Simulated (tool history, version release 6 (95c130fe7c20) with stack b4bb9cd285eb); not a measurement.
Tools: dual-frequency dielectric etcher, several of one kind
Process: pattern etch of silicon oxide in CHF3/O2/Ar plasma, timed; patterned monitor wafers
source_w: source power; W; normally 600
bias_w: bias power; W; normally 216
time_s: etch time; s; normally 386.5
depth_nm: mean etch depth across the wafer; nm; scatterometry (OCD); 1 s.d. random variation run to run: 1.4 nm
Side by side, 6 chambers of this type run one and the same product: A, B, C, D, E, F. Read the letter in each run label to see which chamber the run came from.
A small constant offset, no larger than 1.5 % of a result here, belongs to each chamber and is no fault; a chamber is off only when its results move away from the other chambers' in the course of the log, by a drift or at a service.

run	hour	source_w	bias_w	time_s	hours since the last wet clean	hours since the last source power generator calibration	hours since the last bias power generator calibration	read-back reference wafer on the same gauge, depth_nm	depth_nm
1B	8.5	600	216	386.5	406.6	947.4	1622.3	828.94	818.22
2F	18.5	600	216	386.5	204.4	2839.2	2791.3	828.52	816.39
3E	30.2	600	216	386.5	225.6	131.6	4418.2	828.69	815.01
# hour 33.4: chamber B: wet clean of the chamber
4D	45.6	600	216	386.5	94.8	1197.9	2109.7	828.15	815.83
5A	59.3	600	216	386.5	156.7	1101.6	1262	828.21	816.87
6C	70.1	600	216	386.5	144.6	1700.9	2226.4	827.94	803.19
7D	84.8	600	216	386.5	134	1237.1	2148.9	828.01	817.54
8A	93.4	600	216	386.5	190.8	1135.7	1296.1	827.48	816.1
9C	108.6	600	216	386.5	183.1	1739.4	2264.9	827.57	803.08
10B	116.8	600	216	386.5	83.4	1055.7	1730.6	827.34	816.17
11F	131.3	600	216	386.5	317.2	2952	2904.1	827.34	817.75
12E	138.2	600	216	386.5	333.6	239.6	4526.2	827.27	810.19
13D	146.4	600	216	386.5	195.6	1298.7	2210.5	827.27	818.17
14E	158.8	600	268	386.5	354.2	260.2	4546.8	827.25	880.42
# hour 165.8: chamber F: wet clean of the chamber
15B	171.3	600	268	386.5	137.9	1110.2	1785.1	826.57	877.79
16F	180.4	600	268	386.5	14.7	3001.1	2953.2	826.66	876.7
17C	192.9	600	268	386.5	267.4	1823.7	2349.2	826.34	869.47
18A	202.4	600	268	386.5	299.8	1244.7	1405.1	826.18	878.03
19C	215.7	600	268	386.5	290.2	1846.5	2372	826.54	870.11
20F	224.7	600	216	386.5	59	3045.4	2997.5	826.13	811.5
21B	240	600	216	386.5	206.6	1178.9	1853.8	825.71	817.62
22A	254.7	480	216	498	352.1	1297	1457.4	825.77	962.36
23E	266	480	216	498	461.4	367.4	4654	825.29	961.15
24D	279.5	480	216	498	328.7	1431.8	2343.6	825.56	960.88
25F	286.9	480	216	498	121.2	3107.6	3059.7	825.41	961
26D	299.3	480	216	498	348.5	1451.6	2363.4	824.9	958
27C	308.5	480	216	498	383	1939.3	2464.8	825.3	953.15
28B	317.5	600	216	386.5	284.1	1256.4	1931.3	824.57	811.42
29E	327.1	480	174	386.5	522.5	428.5	4715.1	824.77	691.45
30A	341.9	480	174	386.5	439.3	1384.2	1544.6	824.57	694.37
31F	352.9	480	174	386.5	187.2	3173.6	3125.7	824.13	692.85
32C	360.9	480	174	386.5	435.4	1991.7	2517.2	824.21	684.39
33A	369.3	480	174	386.5	466.7	1411.6	1572	823.94	693.11
34E	377.1	480	174	386.5	572.5	478.5	4765.1	824.13	689.33
35B	389.2	600	216	386.5	355.8	1328.1	2003	823.86	811.07
36D	400.2	600	216	386.5	449.4	1552.5	2464.3	824.06	810.52
37F	407.5	600	216	386.5	241.8	3228.2	3180.3	823.69	811.06
38B	421.7	600	216	386.5	388.3	1360.6	2035.5	823.34	812.37

Predict what each chamber gives when all 6 of them run the settings below next.
39A	432.8	600	216	346					?
39B	432.8	600	216	346					?
39C	432.8	600	216	346					?
39D	432.8	600	216	346					?
39E	432.8	600	216	346					?
39F	432.8	600	216	346					?

run	depth_nm
39A	726.51
39B	726.03
39C	715.89
39D	723.88
39E	722
39F	726.95

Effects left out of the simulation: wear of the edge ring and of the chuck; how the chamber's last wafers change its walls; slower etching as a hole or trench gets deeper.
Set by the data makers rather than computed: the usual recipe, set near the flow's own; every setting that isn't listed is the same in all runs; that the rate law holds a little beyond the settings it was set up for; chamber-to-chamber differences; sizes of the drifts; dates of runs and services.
